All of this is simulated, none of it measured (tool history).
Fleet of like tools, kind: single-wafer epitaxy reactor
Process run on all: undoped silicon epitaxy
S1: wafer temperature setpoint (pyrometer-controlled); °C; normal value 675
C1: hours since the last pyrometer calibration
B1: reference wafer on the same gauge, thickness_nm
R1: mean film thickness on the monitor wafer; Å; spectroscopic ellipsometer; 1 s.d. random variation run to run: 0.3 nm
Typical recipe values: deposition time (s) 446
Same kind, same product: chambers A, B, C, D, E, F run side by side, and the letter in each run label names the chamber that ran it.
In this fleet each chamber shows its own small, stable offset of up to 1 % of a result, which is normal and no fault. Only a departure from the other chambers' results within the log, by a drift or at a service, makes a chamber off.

{"run": "1B", "hour": 6.3, "S1": 675, "deposition time (s)": 446, "C1": 503, "B1": 110.98, "R1": 1268.6}
{"run": "2D", "hour": 12.1, "S1": 675, "deposition time (s)": 446, "C1": 1091.4, "B1": 111.04, "R1": 1258.9}
{"run": "3F", "hour": 16.3, "S1": 675, "deposition time (s)": 446, "C1": 63.2, "B1": 110.99, "R1": 1272.9}
{"run": "4E", "hour": 21.4, "S1": 675, "deposition time (s)": 446, "C1": 424.6, "B1": 110.98, "R1": 1284.2}
{"run": "5C", "hour": 24.9, "S1": 675, "deposition time (s)": 446, "C1": 109.3, "B1": 110.9, "R1": 1270.6}
{"run": "6A", "hour": 31.1, "S1": 675, "deposition time (s)": 446, "C1": 1979.8, "B1": 111.01, "R1": 1257.4}
{"run": "7F", "hour": 35.5, "S1": 675, "deposition time (s)": 521, "C1": 82.4, "B1": 110.93, "R1": 1492}
{"run": "8E", "hour": 40.8, "S1": 675, "deposition time (s)": 521, "C1": 444, "B1": 111.02, "R1": 1500.2}
{"run": "9A", "hour": 43.9, "S1": 675, "deposition time (s)": 521, "C1": 1992.6, "B1": 111.04, "R1": 1472.2}
{"run": "10B", "hour": 48.1, "S1": 675, "deposition time (s)": 521, "C1": 544.8, "B1": 111.01, "R1": 1486.3}
{"run": "11C", "hour": 53.9, "S1": 675, "deposition time (s)": 521, "C1": 138.3, "B1": 111.04, "R1": 1480.9}
{"run": "12D", "hour": 59.8, "S1": 675, "deposition time (s)": 521, "C1": 1139.1, "B1": 111, "R1": 1468.7}
{"run": "13D", "hour": 64.5, "S1": 675, "deposition time (s)": 446, "C1": 1143.8, "B1": 110.97, "R1": 1262.1}
{"run": "14C", "hour": 70.4, "S1": 675, "deposition time (s)": 446, "C1": 154.8, "B1": 111.03, "R1": 1272.2}
{"run": "15A", "hour": 74.6, "S1": 675, "deposition time (s)": 446, "C1": 2023.3, "B1": 111.04, "R1": 1259.3}
{"run": "16E", "hour": 80.5, "S1": 675, "deposition time (s)": 446, "C1": 483.7, "B1": 111, "R1": 1283.2}
{"run": "17F", "hour": 86.6, "S1": 675, "deposition time (s)": 446, "C1": 133.5, "B1": 111, "R1": 1278.3}
{"run": "18B", "hour": 93.1, "S1": 675, "deposition time (s)": 446, "C1": 589.8, "B1": 111.04, "R1": 1272.4}
{"run": "19E", "hour": 98.8, "S1": 675, "deposition time (s)": 446, "C1": 502, "B1": 111.03, "R1": 1285.2}
{"run": "20F", "hour": 103.7, "S1": 675, "deposition time (s)": 446, "C1": 150.6, "B1": 111, "R1": 1274}
{"run": "21A", "hour": 107.2, "S1": 675, "deposition time (s)": 446, "C1": 2055.9, "B1": 111.02, "R1": 1264.5}
{"run": "22D", "hour": 112.0, "S1": 675, "deposition time (s)": 446, "C1": 1191.3, "B1": 111.03, "R1": 1253.7}
{"hour": 116.7, "done": "chamber A: pyrometer calibrated"}
{"run": "23C", "hour": 117.2, "S1": 675, "deposition time (s)": 446, "C1": 201.6, "B1": 111.12, "R1": 1270}
{"run": "24B", "hour": 121.7, "S1": 660, "deposition time (s)": 359, "C1": 618.4, "B1": 111.01, "R1": 752.25}
{"run": "25D", "hour": 126.4, "S1": 660, "deposition time (s)": 359, "C1": 1205.7, "B1": 111.03, "R1": 740.45}
{"run": "26B", "hour": 130.7, "S1": 660, "deposition time (s)": 359, "C1": 627.4, "B1": 111, "R1": 748.39}
{"run": "27F", "hour": 134.7, "S1": 660, "deposition time (s)": 359, "C1": 181.6, "B1": 110.95, "R1": 745.29}
{"run": "28C", "hour": 140.4, "S1": 660, "deposition time (s)": 359, "C1": 224.8, "B1": 111.07, "R1": 745.77}
{"run": "29A", "hour": 146.7, "S1": 660, "deposition time (s)": 359, "C1": 30.1, "B1": 111, "R1": 715.98}
{"run": "30E", "hour": 152.8, "S1": 675, "deposition time (s)": 446, "C1": 556, "B1": 110.95, "R1": 1286.6}
{"run": "31D", "hour": 158.9, "S1": 675, "deposition time (s)": 446, "C1": 1238.2, "B1": 110.98, "R1": 1263}
{"run": "32B", "hour": 162.4, "S1": 675, "deposition time (s)": 446, "C1": 659.1, "B1": 110.99, "R1": 1270.1}
{"run": "33C", "hour": 166.0, "S1": 675, "deposition time (s)": 446, "C1": 250.4, "B1": 110.95, "R1": 1271.4}
{"run": "34E", "hour": 170.8, "S1": 675, "deposition time (s)": 446, "C1": 574, "B1": 110.98, "R1": 1283.7}
{"run": "35A", "hour": 174.8, "S1": 669, "deposition time (s)": 446, "C1": 58.2, "B1": 110.99, "R1": 1079.9}
{"run": "36F", "hour": 180.8, "S1": 669, "deposition time (s)": 446, "C1": 227.7, "B1": 111.03, "R1": 1119.2}
{"run": "37D", "hour": 186.6, "S1": 669, "deposition time (s)": 446, "C1": 1265.9, "B1": 111.01, "R1": 1108.7}
{"run": "38B", "hour": 191.1, "S1": 669, "deposition time (s)": 446, "C1": 687.8, "B1": 111, "R1": 1123}
{"run": "39E", "hour": 196.4, "S1": 669, "deposition time (s)": 446, "C1": 599.6, "B1": 111.07, "R1": 1133.3}
{"run": "40C", "hour": 200.1, "S1": 669, "deposition time (s)": 446, "C1": 284.5, "B1": 111.01, "R1": 1124.1}
{"run": "41A", "hour": 204.9, "S1": 675, "deposition time (s)": 446, "C1": 88.3, "B1": 111.04, "R1": 1225.8}
{"run": "42F", "hour": 211.3, "S1": 675, "deposition time (s)": 446, "C1": 258.2, "B1": 111.02, "R1": 1271.2}
{"run": "43F", "hour": 216.4, "S1": 675, "deposition time (s)": 446, "C1": 263.3, "B1": 110.96, "R1": 1269.3}

The same settings go to every chamber for the next run, one line per chamber below. Forecast the results for each:
{"run": "44A", "hour": 221.1, "S1": 675, "deposition time (s)": 446, "R1": "?"}
{"run": "44B", "hour": 221.1, "S1": 675, "deposition time (s)": 446, "R1": "?"}
{"run": "44C", "hour": 221.1, "S1": 675, "deposition time (s)": 446, "R1": "?"}
{"run": "44D", "hour": 221.1, "S1": 675, "deposition time (s)": 446, "R1": "?"}
{"run": "44E", "hour": 221.1, "S1": 675, "deposition time (s)": 446, "R1": "?"}
{"run": "44F", "hour": 221.1, "S1": 675, "deposition time (s)": 446, "R1": "?"}

run=44A R1=1221.9
run=44B R1=1273.1
run=44C R1=1269.6
run=44D R1=1257.9
run=44E R1=1284.8
run=44F R1=1275.8

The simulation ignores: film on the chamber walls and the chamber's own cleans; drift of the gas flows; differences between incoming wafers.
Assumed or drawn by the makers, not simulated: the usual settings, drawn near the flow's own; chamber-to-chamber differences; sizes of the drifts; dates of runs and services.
